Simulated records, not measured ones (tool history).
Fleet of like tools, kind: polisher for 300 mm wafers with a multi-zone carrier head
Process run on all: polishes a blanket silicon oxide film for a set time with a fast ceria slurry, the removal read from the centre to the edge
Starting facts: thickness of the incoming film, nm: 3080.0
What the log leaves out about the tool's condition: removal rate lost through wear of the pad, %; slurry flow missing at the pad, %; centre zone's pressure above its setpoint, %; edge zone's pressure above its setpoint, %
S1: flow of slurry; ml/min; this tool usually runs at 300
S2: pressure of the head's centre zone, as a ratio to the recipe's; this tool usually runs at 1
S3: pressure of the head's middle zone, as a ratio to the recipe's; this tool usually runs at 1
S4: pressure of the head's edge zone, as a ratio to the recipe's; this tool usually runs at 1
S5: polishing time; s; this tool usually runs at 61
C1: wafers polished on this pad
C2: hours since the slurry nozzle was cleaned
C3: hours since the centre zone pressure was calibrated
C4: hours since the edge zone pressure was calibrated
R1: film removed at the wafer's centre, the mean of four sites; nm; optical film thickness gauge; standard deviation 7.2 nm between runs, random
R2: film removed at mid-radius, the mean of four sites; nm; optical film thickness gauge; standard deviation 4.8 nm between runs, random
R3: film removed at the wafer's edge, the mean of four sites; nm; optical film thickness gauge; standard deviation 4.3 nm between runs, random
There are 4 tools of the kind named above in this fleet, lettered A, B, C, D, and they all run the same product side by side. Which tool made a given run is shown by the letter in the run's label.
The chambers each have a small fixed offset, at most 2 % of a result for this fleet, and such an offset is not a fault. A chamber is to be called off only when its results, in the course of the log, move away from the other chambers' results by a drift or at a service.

| run | hour | S1 | S2 | S3 | S4 | S5 | C1 | C2 | C3 | C4 | R1 | R2 | R3 |
|---|---|---|---|---|---|---|---|---|---|---|---|---|---|
| 1D | 13.2 | 300 | 1 | 1 | 1 | 61 | 764 | 323.1 | 693.2 | 892.3 | 652.04 | 685.36 | 666.46 |
|  | 20.6 | chamber A: worn pad replaced by a new one |
| 2C | 21.2 | 300 | 1 | 1 | 1 | 61 | 663 | 412.9 | 959.3 | 382.8 | 684.3 | 679.59 | 687.34 |
|  | 22.5 | chamber C: centre zone pressure recalibrated |
| 3B | 35.9 | 300 | 1 | 1 | 1 | 61 | 470 | 350.4 | 175.4 | 367.1 | 677.62 | 679.31 | 679.69 |
| 4A | 48.6 | 300 | 1 | 1 | 1 | 61 | 230 | 277.5 | 625.9 | 127.2 | 666.08 | 686.28 | 674.18 |
|  | 52.3 | chamber D: worn pad replaced by a new one |
| 5A | 58.6 | 300 | 1 | 1 | 1 | 61 | 313 | 287.5 | 635.9 | 137.2 | 659.05 | 683.28 | 671.42 |
|  | 59.8 | chamber A: slurry nozzle cleaned |
|  | 61.9 | chamber C: worn pad replaced by a new one |
| 6C | 68.3 | 300 | 1 | 1 | 1 | 61 | 53 | 460 | 45.8 | 429.9 | 671.29 | 684.44 | 685.53 |
|  | 71.8 | chamber B: slurry nozzle cleaned |
| 7B | 78.1 | 300 | 1 | 1 | 1 | 52 | 818 | 6.3 | 217.6 | 409.3 | 583.49 | 578.6 | 573.01 |
| 8D | 89.7 | 300 | 1 | 1 | 1 | 52 | 308 | 399.6 | 769.7 | 968.8 | 566.49 | 580.37 | 578.03 |
| 9A | 101.3 | 300 | 1 | 1 | 1 | 52 | 665 | 41.6 | 678.6 | 179.9 | 571.19 | 573.24 | 567.31 |
| 10B | 112.2 | 300 | 1 | 1 | 1 | 52 | 1099 | 40.4 | 251.7 | 443.4 | 576.95 | 572.14 | 567.87 |
| 11D | 126.5 | 300 | 1 | 1 | 1 | 61 | 612 | 436.4 | 806.5 | 1005.6 | 655.84 | 677.59 | 674.79 |
| 12C | 140.3 | 300 | 1 | 1 | 1 | 61 | 646 | 532 | 117.8 | 501.9 | 666.69 | 680.6 | 682.43 |
|  | 141.6 | chamber A: worn pad replaced by a new one |
| 13C | 150.9 | 300 | 1 | 1 | 1 | 61 | 734 | 542.6 | 128.4 | 512.5 | 671.15 | 680.29 | 680.73 |
|  | 154.7 | chamber B: edge zone pressure recalibrated |
| 14D | 160.7 | 300 | 1 | 1 | 1 | 61 | 894 | 470.6 | 840.7 | 1039.8 | 650.2 | 679.64 | 667.53 |
| 15B | 167.8 | 300 | 1 | 1 | 1 | 61 | 1557 | 96 | 307.3 | 13.2 | 668.54 | 665.53 | 660.58 |
|  | 174.5 | chamber C: worn pad replaced by a new one |
| 16A | 181.4 | 300 | 1 | 1 | 1 | 61 | 328 | 121.7 | 758.7 | 260 | 668.03 | 677.46 | 668.68 |
| 17D | 193.5 | 300 | 1 | 1 | 1 | 61 | 1164 | 503.4 | 873.5 | 1072.6 | 667.05 | 675.96 | 682.1 |
|  | 198.3 | chamber D: worn pad replaced by a new one |
| 18B | 200.7 | 300 | 1.05 | 1 | 1 | 72 | 1828 | 128.9 | 340.2 | 46.1 | 808.96 | 764.76 | 782.85 |
| 19C | 212.9 | 300 | 1.05 | 1 | 1 | 72 | 317 | 604.6 | 190.4 | 574.5 | 850.35 | 805.87 | 811.46 |
| 20A | 221.3 | 300 | 1.05 | 1 | 1 | 72 | 657 | 161.6 | 798.6 | 299.9 | 827.09 | 809.21 | 792.53 |
| 21A | 231.2 | 300 | 1.05 | 1 | 1 | 72 | 739 | 171.5 | 808.5 | 309.8 | 838.86 | 787.86 | 797.76 |
| 22D | 241.8 | 255 | 1 | 1 | 1 | 61 | 359 | 551.7 | 921.8 | 1120.9 | 642.4 | 665.39 | 670.49 |
|  | 253.1 | chamber D: slurry nozzle cleaned |
| 23B | 254.2 | 255 | 1 | 1 | 1 | 61 | 2269 | 182.4 | 393.7 | 99.6 | 628.97 | 642.56 | 637.92 |
| 24C | 262.1 | 255 | 1 | 1 | 1 | 61 | 722 | 653.8 | 239.6 | 623.7 | 650.06 | 669.92 | 673 |
|  | 265.3 | chamber A: worn pad replaced by a new one |
| 25B | 269.1 | 255 | 1 | 1 | 1 | 61 | 2392 | 197.3 | 408.6 | 114.5 | 634.22 | 627.76 | 632.86 |
| 26D | 279.7 | 300 | 1 | 1 | 1 | 61 | 671 | 26.7 | 959.7 | 1158.8 | 676.56 | 675.6 | 678.25 |
| 27A | 290.5 | 300 | 1 | 1 | 1 | 61 | 208 | 230.8 | 867.8 | 369.1 | 664.77 | 683.27 | 674.16 |
|  | 293.8 | chamber C: slurry nozzle cleaned |
| 28C | 297.7 | 300 | 1 | 1 | 1 | 61 | 1016 | 3.9 | 275.2 | 659.3 | 676.84 | 676.96 | 675.2 |
|  | 305.5 | chamber C: worn pad replaced by a new one |
| 29C | 310.5 | 300 | 1 | 1 | 1 | 61 | 41 | 16.7 | 288 | 672.1 | 662.36 | 679.26 | 682.42 |
|  | 312.4 | chamber D: worn pad replaced by a new one |
| 30D | 317.2 | 300 | 1 | 1 | 1 | 61 | 39 | 64.2 | 997.2 | 1196.3 | 672.6 | 682.8 | 674.83 |
| 31B | 325.6 | 245 | 1 | 1 | 1 | 46 | 2858 | 253.8 | 465.1 | 171 | 460.42 | 469.52 | 463.71 |

Next, all 4 chambers run the settings below, one line each with question marks for the results. What does each chamber give?
| 32A | 336.2 | 300 | 1 | 0.89 | 1 | 61 |  |  |  |  | ? | ? | ? |
| 32B | 336.2 | 300 | 1 | 0.89 | 1 | 61 |  |  |  |  | ? | ? | ? |
| 32C | 336.2 | 300 | 1 | 0.89 | 1 | 61 |  |  |  |  | ? | ? | ? |
| 32D | 336.2 | 300 | 1 | 0.89 | 1 | 61 |  |  |  |  | ? | ? | ? |

| run | R1 | R2 | R3 |
|---|---|---|---|
| 32A | 682.87 | 610.97 | 669.8 |
| 32B | 629.59 | 564.63 | 632.98 |
| 32C | 682.47 | 601.78 | 683.91 |
| 32D | 664.67 | 614.15 | 675.9 |
